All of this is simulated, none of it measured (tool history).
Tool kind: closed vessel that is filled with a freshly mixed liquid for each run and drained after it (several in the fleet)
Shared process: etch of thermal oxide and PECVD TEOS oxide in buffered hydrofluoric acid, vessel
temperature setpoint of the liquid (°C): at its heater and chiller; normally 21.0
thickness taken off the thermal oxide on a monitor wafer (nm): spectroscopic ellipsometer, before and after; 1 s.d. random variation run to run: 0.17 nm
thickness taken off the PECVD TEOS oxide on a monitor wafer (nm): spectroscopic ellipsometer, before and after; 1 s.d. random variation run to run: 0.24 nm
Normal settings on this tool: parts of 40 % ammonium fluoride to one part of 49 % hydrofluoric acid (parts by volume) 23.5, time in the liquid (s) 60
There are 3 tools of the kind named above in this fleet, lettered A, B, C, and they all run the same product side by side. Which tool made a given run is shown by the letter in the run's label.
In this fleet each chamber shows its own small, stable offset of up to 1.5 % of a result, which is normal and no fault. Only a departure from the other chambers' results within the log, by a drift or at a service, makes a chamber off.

run,hour,temperature setpoint of the liquid (°C),parts of 40 % ammonium fluoride to one part of 49 % hydrofluoric acid (parts by volume),time in the liquid (s),hours since the thermometer was replaced,hours since the hydrofluoric acid flow meter was replaced,"read-back film thickness of the thermal oxide reference wafer, read on the same gauge (nm)","read-back film thickness of the PECVD TEOS oxide reference wafer, read on the same gauge (nm)",thickness taken off the thermal oxide on a monitor wafer (nm),thickness taken off the PECVD TEOS oxide on a monitor wafer (nm)
1A,3.4,21.0,23.5,60,1005.8,510.6,110.02,59.989,26.869,46.358
2B,6.4,21.0,23.5,60,758.4,1058.4,110.00,60.019,26.449,46.267
3C,11.3,21.0,23.5,60,664.1,618.5,109.98,60.011,26.520,45.845
4A,14.9,21.0,23.5,60,1017.3,522.1,110.02,59.920,26.744,46.303
5B,19.2,21.0,23.5,60,771.2,1071.2,110.00,59.951,26.375,45.610
6C,23.8,21.0,23.5,60,676.6,631.0,110.01,59.997,26.492,46.065
7A,28.3,21.0,23.5,60,1030.7,535.5,110.00,59.988,26.572,46.331
8C,33.7,21.0,23.5,60,686.5,640.9,110.00,60.010,26.713,46.368
9B,37.6,21.0,23.5,60,789.6,1089.6,109.99,60.003,26.140,46.359
10B,43.4,21.0,23.5,60,795.4,1095.4,110.01,59.990,26.305,46.029
11C,48.9,21.0,17.0,40,701.7,656.1,110.01,59.985,23.007,40.182
12A,53.7,21.0,17.0,40,1056.1,560.9,110.01,60.008,23.221,40.282
13A,57.4,21.0,17.0,40,1059.8,564.6,110.00,59.946,23.352,40.490
14B,61.8,21.0,23.5,60,813.8,1113.8,110.00,59.992,26.207,46.300
15C,68.0,21.0,23.5,60,720.8,675.2,110.02,60.000,26.494,46.076
16C,72.3,21.0,23.5,60,725.1,679.5,109.98,59.988,26.527,46.149
17B,76.3,17.5,23.5,75,828.3,1128.3,109.99,59.934,26.950,46.918
18A,79.5,17.5,23.5,75,1081.9,586.7,109.99,59.984,27.397,47.623
19B,85.3,17.5,23.5,75,837.3,1137.3,109.98,59.964,26.878,47.029
20A,89.0,21.0,23.5,60,1091.4,596.2,110.00,59.949,26.982,46.387
21C,92.8,21.0,23.5,60,745.6,700.0,110.00,59.998,26.711,45.844
22A,97.5,21.0,23.5,60,1099.9,604.7,110.00,59.977,26.981,46.623
23C,101.2,21.0,23.5,60,754.0,708.4,110.00,59.972,26.394,46.307
# hour 105.9: chamber C: hydrofluoric acid flow meter replaced
24B,107.3,21.0,23.5,60,859.3,1159.3,110.00,60.003,26.536,46.295
25A,113.5,21.0,23.5,60,1115.9,620.7,110.01,59.951,26.792,46.769
26C,119.1,21.0,23.5,60,771.9,13.3,110.01,59.996,26.358,46.289
27B,125.7,21.0,23.5,60,877.7,1177.7,110.00,60.010,26.237,46.123
28C,129.4,21.0,23.5,60,782.2,23.6,110.02,60.035,26.505,46.122
29B,134.5,21.0,23.5,60,886.5,1186.5,110.01,60.005,26.220,45.912
30A,138.7,21.0,23.5,60,1141.1,645.9,109.99,59.991,26.505,46.472

Is one chamber off against the others, does the gauge drift, or is nothing wrong? If a chamber is off, say which, and what the likeliest cause is.

Beyond each chamber's small constant offset nothing stands out, and the gauge stays steady.
